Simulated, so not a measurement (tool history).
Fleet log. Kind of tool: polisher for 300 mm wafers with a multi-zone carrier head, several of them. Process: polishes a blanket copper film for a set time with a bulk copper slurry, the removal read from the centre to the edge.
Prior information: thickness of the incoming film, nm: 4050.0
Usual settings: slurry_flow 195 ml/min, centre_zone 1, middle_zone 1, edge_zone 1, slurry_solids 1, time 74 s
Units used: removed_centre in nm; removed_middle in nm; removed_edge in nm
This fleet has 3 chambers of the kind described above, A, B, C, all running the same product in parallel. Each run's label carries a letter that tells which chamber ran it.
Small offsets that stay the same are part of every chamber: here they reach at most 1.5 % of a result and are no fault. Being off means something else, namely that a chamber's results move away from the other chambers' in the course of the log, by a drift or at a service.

run,hour,slurry_flow,centre_zone,middle_zone,edge_zone,slurry_solids,time,wafers polished on this pad,hours since the slurry nozzle was cleaned,hours since the centre zone pressure was calibrated,hours since the edge zone pressure was calibrated,removed_centre,removed_middle,removed_edge
1B,6.4,195,1,1,1,1,74,130,192.6,1218.4,471.8,351.53,349.62,346.01
2A,17.6,195,1,1,1,1,74,686,49.8,917.9,1512.2,356.73,354.97,358.6
# hour 21.5: chamber B: slurry nozzle cleaned
3C,23.7,195,1,1,1,1,74,319,47.4,937,77.7,355.03,358.57,358.34
4C,33.4,195,1,1,1,1,74,396,57.1,946.7,87.4,353.13,355,360.71
# hour 36.4: chamber A: edge zone pressure recalibrated
5A,39.3,195,1,1,1,1,74,859,71.5,939.6,3,355,351.09,359.68
6B,46.5,195,1,1,1,0.8,74,451,25,1258.5,511.9,338.9,338.87,335.54
# hour 49.8: chamber A: worn pad replaced by a new one
7A,56.1,195,1,1,1,0.8,74,50,88.3,956.4,19.8,334.98,342.33,341.09
8C,68.5,195,1,1,1,0.8,74,677,92.2,981.8,122.5,335.56,338.03,336.45
9B,76.8,195,0.95,0.9,1,1,74,693,55.3,1288.8,542.2,330.99,325.23,350.32
10A,86.2,195,0.95,0.9,1,1,74,291,118.4,986.5,49.9,333.79,323.71,351.51
11C,98.4,195,0.95,0.9,1,1,74,916,122.1,1011.7,152.4,331.4,316.58,354.73
12B,104.3,195,1,1,1,1,74,913,82.8,1316.3,569.7,352.1,359.08,345.76
13C,115.5,195,1,1,1,1,74,1053,139.2,1028.8,169.5,356.04,351.08,353.78
14A,124.8,195,1,1,1,1,74,600,157,1025.1,88.5,349.2,358.82,353
# hour 128: chamber C: worn pad replaced by a new one
15B,136.9,195,1,1,1,1,74,1174,115.4,1348.9,602.3,346.96,361.74,353.2
# hour 140.4: chamber A: worn pad replaced by a new one
# hour 143.1: chamber B: worn pad replaced by a new one
16B,145.1,195,1,1,1,1,74,16,123.6,1357.1,610.5,350.36,358,346.14
17C,156.8,195,1,1,1,1,74,231,180.5,1070.1,210.8,356.05,350.5,360.55
# hour 158.6: chamber B: centre zone pressure recalibrated
18A,163.1,195,1,1,1,1,74,182,195.3,1063.4,126.8,353.34,356.17,346.58
# hour 172: chamber A: centre zone pressure recalibrated
19C,174.6,195,1,1,0.92,1,74,373,198.3,1087.9,228.6,352.32,351.86,341.9
20B,182.3,195,1,1,0.92,1,74,314,160.8,23.8,647.7,347.05,360.28,337.27
21A,194,195,1,1,0.92,1,74,429,226.2,22.1,157.7,381.18,354.33,337.88
22A,200.1,195,1,1,1,1.2,74,478,232.3,28.2,163.8,393.59,362.85,374.65
23C,209.5,195,1,1,1,1.2,74,652,233.2,1122.8,263.5,369.41,362.66,371.79
24B,221.7,195,1,1,1,1.2,74,629,200.2,63.2,687.1,365.2,372.43,363.81
# hour 224.1: chamber C: slurry nozzle cleaned
# hour 226.8: chamber B: slurry nozzle cleaned
25A,233.5,220,1,1,1,1,74,745,265.7,61.6,197.2,383.95,364.03,360.48
26B,241.3,220,1,1,1,1,74,786,14.6,82.8,706.7,355.77,364.82,356.99
27C,246.7,220,1,1,1,1,74,950,22.6,1160,300.7,360.83,357.72,362.03
# hour 253.9: chamber A: worn pad replaced by a new one
28C,259.1,195,1,1,1,1,74,1049,35,1172.4,313.1,350.9,351.93,350.76
29B,266.1,195,1,1.11,1.06,1,74,984,39.4,107.6,731.5,350.39,392.83,360.95
30A,274.9,195,1,1.11,1.06,1,74,168,307.1,103,238.6,381.01,384.62,363.84
31A,283.9,195,1,1.11,1.06,1,74,240,316.1,112,247.6,379,394.13,363.59
# hour 286.5: chamber C: worn pad replaced by a new one
32B,294.2,195,1,1,1,1,74,1209,67.5,135.7,759.6,354.33,356.84,354.27
33C,305,195,1,1,1,1,74,148,80.9,1218.3,359,351.54,349.86,361.32
# hour 310.7: chamber B: worn pad replaced by a new one
34C,314.2,195,1,1,0.92,1,74,221,90.1,1227.5,368.2,353.78,360.47,345.2
35B,324.3,195,1,1,0.92,1,74,109,97.6,165.8,789.7,349.59,357.61,337.19
36A,333.5,195,1,1,0.92,1,74,637,365.7,161.6,297.2,377.28,352.97,348.27
37A,342.1,195,1,1,1,1,74,705,374.3,170.2,305.8,376.81,355.71,349.59
38C,350.6,195,1,1,1,1,74,513,126.5,1263.9,404.6,354.19,352.93,355.08
39B,360.1,195,1,1,1,1,74,395,133.4,201.6,825.5,353.99,361,346.82
40A,366.6,195,1,1,1,1,74,901,398.8,194.7,330.3,376.96,354.31,359.19
41B,378.9,195,1,1,1,1,74,546,152.2,220.4,844.3,346.74,358.44,351.08

Read the log: is a single chamber off, either drifting away or since a service, is the gauge that measures every chamber drifting, or is nothing wrong beyond small per-chamber offsets? Name any odd chamber and what most likely caused it.

After it was serviced, chamber A no longer matches the other chambers.
Most likely cause: centre zone's pressure above its setpoint, % = 6.47.

Chamber A could run next with any of the 4 candidate recipes listed below; each alters the usual settings, and their results appear as question marks. Which one brings its results back in line with what the other chambers deliver on the usual settings?
In-line tolerance around the mean of the other chambers on the usual settings: removed_centre 9.2 nm; removed_middle 10 nm; removed_edge 12 nm
42A-1,387.9,200,1.05,0.99,0.98,1,75,,,,,?,?,?
42A-2,387.9,195,1.02,1,0.99,1,74,,,,,?,?,?
42A-3,387.9,190,0.95,1.01,1.02,1,73,,,,,?,?,?
42A-4,387.9,195,0.98,1,1.01,1,74,,,,,?,?,?

Mean of the other chambers on the usual settings: removed_centre 352.29 nm; removed_middle 354.67 nm; removed_edge 353.03 nm
run,removed_centre,removed_middle,removed_edge
42A-1,406.4,358.27,356.01
42A-2,386.97,355.54,352.12
42A-3,351.76,352.74,351.82
42A-4,370.49,355.62,355.86
42A-3 puts the chamber back in line with the other chambers.
